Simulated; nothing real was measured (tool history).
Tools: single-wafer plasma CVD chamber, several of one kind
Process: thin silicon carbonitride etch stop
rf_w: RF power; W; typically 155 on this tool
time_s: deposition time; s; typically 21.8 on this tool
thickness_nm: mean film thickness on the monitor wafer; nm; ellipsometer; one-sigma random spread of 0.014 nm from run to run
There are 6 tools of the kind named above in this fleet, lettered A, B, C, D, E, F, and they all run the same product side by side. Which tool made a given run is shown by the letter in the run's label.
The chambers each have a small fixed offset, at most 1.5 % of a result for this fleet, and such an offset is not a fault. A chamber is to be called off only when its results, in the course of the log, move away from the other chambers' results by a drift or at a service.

run	hour	rf_w	time_s	hours since the last thermocouple change	hours since the last RF generator calibration	read-back reference wafer on the same gauge, thickness_nm	thickness_nm
1D	7.9	155	21.8	366.8	438.2	13.399	11.5340
2E	21.2	155	21.8	404.9	749.9	13.394	11.4430
3F	36.7	155	21.8	1257.3	2589.0	13.398	11.4930
# hour 42.3: chamber F: RF generator calibrated
4B	49.4	155	21.8	78.2	677.4	13.392	11.4590
5C	61.4	155	21.8	473.6	2087.4	13.388	11.5100
6A	76.7	155	21.8	1448.9	793.6	13.388	11.6510
7A	83.6	155	21.8	1455.8	800.5	13.389	11.6230
8C	97.8	155	21.8	510.0	2123.8	13.384	11.5080
9D	112.1	155	18.8	471.0	542.4	13.382	9.9246
10E	121.9	155	18.8	505.6	850.6	13.380	9.8465
11B	137.2	155	18.8	166.0	765.2	13.383	9.8875
12F	144.8	155	18.8	1365.4	102.6	13.377	9.9226
13C	158.6	155	18.8	570.8	2184.6	13.382	9.9197
14A	172.4	155	18.8	1544.6	889.3	13.378	10.0170
15F	180.6	155	21.8	1401.2	138.4	13.376	11.4920
16E	195.5	155	21.8	579.2	924.2	13.372	11.3950
17B	203.6	155	21.8	232.4	831.6	13.370	11.4270
18D	212.0	155	21.8	570.9	642.3	13.372	11.5100
19B	220.3	155	21.8	249.1	848.3	13.371	11.4600
20C	235.6	155	21.8	647.8	2261.6	13.369	11.4970
21A	249.2	155	18.0	1621.4	966.1	13.371	9.5807
22E	261.2	155	18.0	644.9	989.9	13.365	9.4148
23D	275.4	155	18.0	634.3	705.7	13.364	9.4922
24F	283.8	155	18.0	1504.4	241.6	13.360	9.4502
# hour 289.2: chamber B: RF generator calibrated
25A	292.6	155	18.0	1664.8	1009.5	13.364	9.5735
26F	306.1	155	18.0	1526.7	263.9	13.358	9.4554
27D	315.3	155	21.8	674.2	745.6	13.356	11.5050
28B	327.1	155	26.0	355.9	37.9	13.355	13.6710
29E	340.6	155	26.0	724.3	1069.3	13.357	13.5860
30C	349.4	155	26.0	761.6	2375.4	13.346	13.6600
31A	358.2	155	26.0	1730.4	1075.1	13.349	13.8070
32F	369.8	155	26.0	1590.4	327.6	13.351	13.6450
33C	382.0	155	26.0	794.2	2408.0	13.349	13.6380
34D	394.0	155	21.8	752.9	824.3	13.351	11.4670
35B	408.7	155	21.8	437.5	119.5	13.343	11.4370
36E	417.9	155	21.8	801.6	1146.6	13.343	11.4060
37B	424.6	155	19.4	453.4	135.4	13.345	10.1600
38F	438.1	155	19.4	1658.7	395.9	13.338	10.1760
39A	445.5	155	19.4	1817.7	1162.4	13.338	10.3250
40E	455.8	155	19.4	839.5	1184.5	13.336	10.1320
41D	468.0	155	19.4	826.9	898.3	13.335	10.2120

What goes on in this fleet: one chamber off, a drifting gauge, or nothing beyond the chambers' own small offsets? Name the chamber and the cause, if any.

None of the chambers is off. What moves is the gauge, dragging all their readings along together.
What lies behind it: gauge reads low (%) = 0.488.
